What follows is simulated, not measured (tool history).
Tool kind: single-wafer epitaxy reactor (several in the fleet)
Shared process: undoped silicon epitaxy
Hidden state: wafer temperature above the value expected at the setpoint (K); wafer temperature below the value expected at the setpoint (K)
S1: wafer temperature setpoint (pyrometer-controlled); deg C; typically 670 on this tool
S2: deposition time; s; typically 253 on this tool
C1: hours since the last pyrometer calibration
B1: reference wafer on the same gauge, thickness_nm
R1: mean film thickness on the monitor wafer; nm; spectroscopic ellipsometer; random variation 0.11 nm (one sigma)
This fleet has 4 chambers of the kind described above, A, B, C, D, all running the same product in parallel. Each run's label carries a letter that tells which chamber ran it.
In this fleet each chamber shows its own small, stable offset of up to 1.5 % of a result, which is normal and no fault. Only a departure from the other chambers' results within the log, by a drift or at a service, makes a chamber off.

Run 1A, hour 11.7: usual settings; C1 798.8; B1 58.717. Result: R1 64.879 nm.
Run 2B, hour 21.6: usual settings; C1 854.9; B1 58.725. Result: R1 65.681 nm.
Run 3C, hour 30.1: usual settings; C1 998.1; B1 58.717. Result: R1 64.356 nm.
Run 4D, hour 35.6: usual settings; C1 1031.6; B1 58.734. Result: R1 65.162 nm.
Run 5B, hour 46.4: usual settings but S1 663 deg C, S2 204 s; C1 879.7; B1 58.768. Result: R1 45.663 nm.
Run 6C, hour 52: usual settings but S1 663 deg C, S2 204 s; C1 1020; B1 58.768. Result: R1 44.641 nm.
Run 7A, hour 58.4: usual settings but S1 663 deg C, S2 204 s; C1 845.5; B1 58.762. Result: R1 45.188 nm.
Run 8D, hour 65.8: usual settings but S1 663 deg C, S2 204 s; C1 1061.8; B1 58.787. Result: R1 45.238 nm.
Run 9B, hour 75.2: usual settings; C1 908.5; B1 58.793. Result: R1 65.663 nm.
Run 10A, hour 86.9: usual settings; C1 874; B1 58.829. Result: R1 64.927 nm.
Run 11D, hour 96.8: usual settings; C1 1092.8; B1 58.827. Result: R1 65.083 nm.
Run 12C, hour 102: usual settings; C1 1070; B1 58.807. Result: R1 64.252 nm.
Run 13C, hour 108.1: usual settings; C1 1076.1; B1 58.855. Result: R1 64.21 nm.
Run 14A, hour 114.4: usual settings; C1 901.5; B1 58.838. Result: R1 65.18 nm.
Run 15D, hour 125.6: usual settings but S1 656 deg C; C1 1121.6; B1 58.847. Result: R1 48.295 nm.
Run 16B, hour 137.3: usual settings but S1 656 deg C; C1 970.6; B1 58.864. Result: R1 48.715 nm.
Run 17A, hour 145.4: usual settings but S1 656 deg C; C1 932.5; B1 58.869. Result: R1 48.236 nm.
Run 18C, hour 154.3: usual settings but S1 656 deg C; C1 1122.3; B1 58.902. Result: R1 47.647 nm.
Run 19B, hour 165: usual settings but S1 661 deg C, S2 217 s; C1 998.3; B1 58.877. Result: R1 46.517 nm.
Run 20D, hour 176.8: usual settings but S1 661 deg C, S2 217 s; C1 1172.8; B1 58.895. Result: R1 46.274 nm.
Run 21A, hour 185.7: usual settings but S1 661 deg C, S2 217 s; C1 972.8; B1 58.901. Result: R1 46.3 nm.
Run 22D, hour 191.7: usual settings but S1 661 deg C, S2 217 s; C1 1187.7; B1 58.897. Result: R1 46.273 nm.
Run 23C, hour 200.7: usual settings; C1 1168.7; B1 58.932. Result: R1 64.3 nm.
Run 24B, hour 212.4: usual settings; C1 1045.7; B1 58.93. Result: R1 65.913 nm.
Run 25A, hour 222.4: usual settings; C1 1009.5; B1 58.947. Result: R1 65.42 nm.
Run 26C, hour 228.7: usual settings but S2 285 s; C1 1196.7; B1 58.965. Result: R1 72.749 nm.
Run 27B, hour 238.2: usual settings but S2 285 s; C1 1071.5; B1 58.972. Result: R1 74.315 nm.
Run 28D, hour 246.2: usual settings but S2 285 s; C1 1242.2; B1 59.01. Result: R1 73.652 nm.
Run 29D, hour 257.7: usual settings but S2 285 s; C1 1253.7; B1 59.012. Result: R1 73.59 nm.
Run 30B, hour 269.1: usual settings but S2 233 s; C1 1102.4; B1 59.045. Result: R1 60.699 nm.
Run 31C, hour 280.9: usual settings but S2 233 s; C1 1248.9; B1 59.029. Result: R1 59.569 nm.
Run 32A, hour 290.9: usual settings but S2 233 s; C1 1078; B1 59.04. Result: R1 60.087 nm.
Run 33A, hour 301.7: usual settings but S2 233 s; C1 1088.8; B1 59.043. Result: R1 60.152 nm.
Run 34C, hour 313.3: usual settings; C1 1281.3; B1 59.068. Result: R1 64.507 nm.
Run 35D, hour 325.3: usual settings but S1 676 deg C, S2 204 s; C1 1321.3; B1 59.059. Result: R1 59.809 nm.

All 4 chambers run these settings next. Forecast each chamber's results:
Run 36A, hour 333.8: usual settings. Result: R1 ?.
Run 36B, hour 333.8: usual settings. Result: R1 ?.
Run 36C, hour 333.8: usual settings. Result: R1 ?.
Run 36D, hour 333.8: usual settings. Result: R1 ?.

run      R1
36A  65.321
36B  65.969
36C  64.658
36D  65.389

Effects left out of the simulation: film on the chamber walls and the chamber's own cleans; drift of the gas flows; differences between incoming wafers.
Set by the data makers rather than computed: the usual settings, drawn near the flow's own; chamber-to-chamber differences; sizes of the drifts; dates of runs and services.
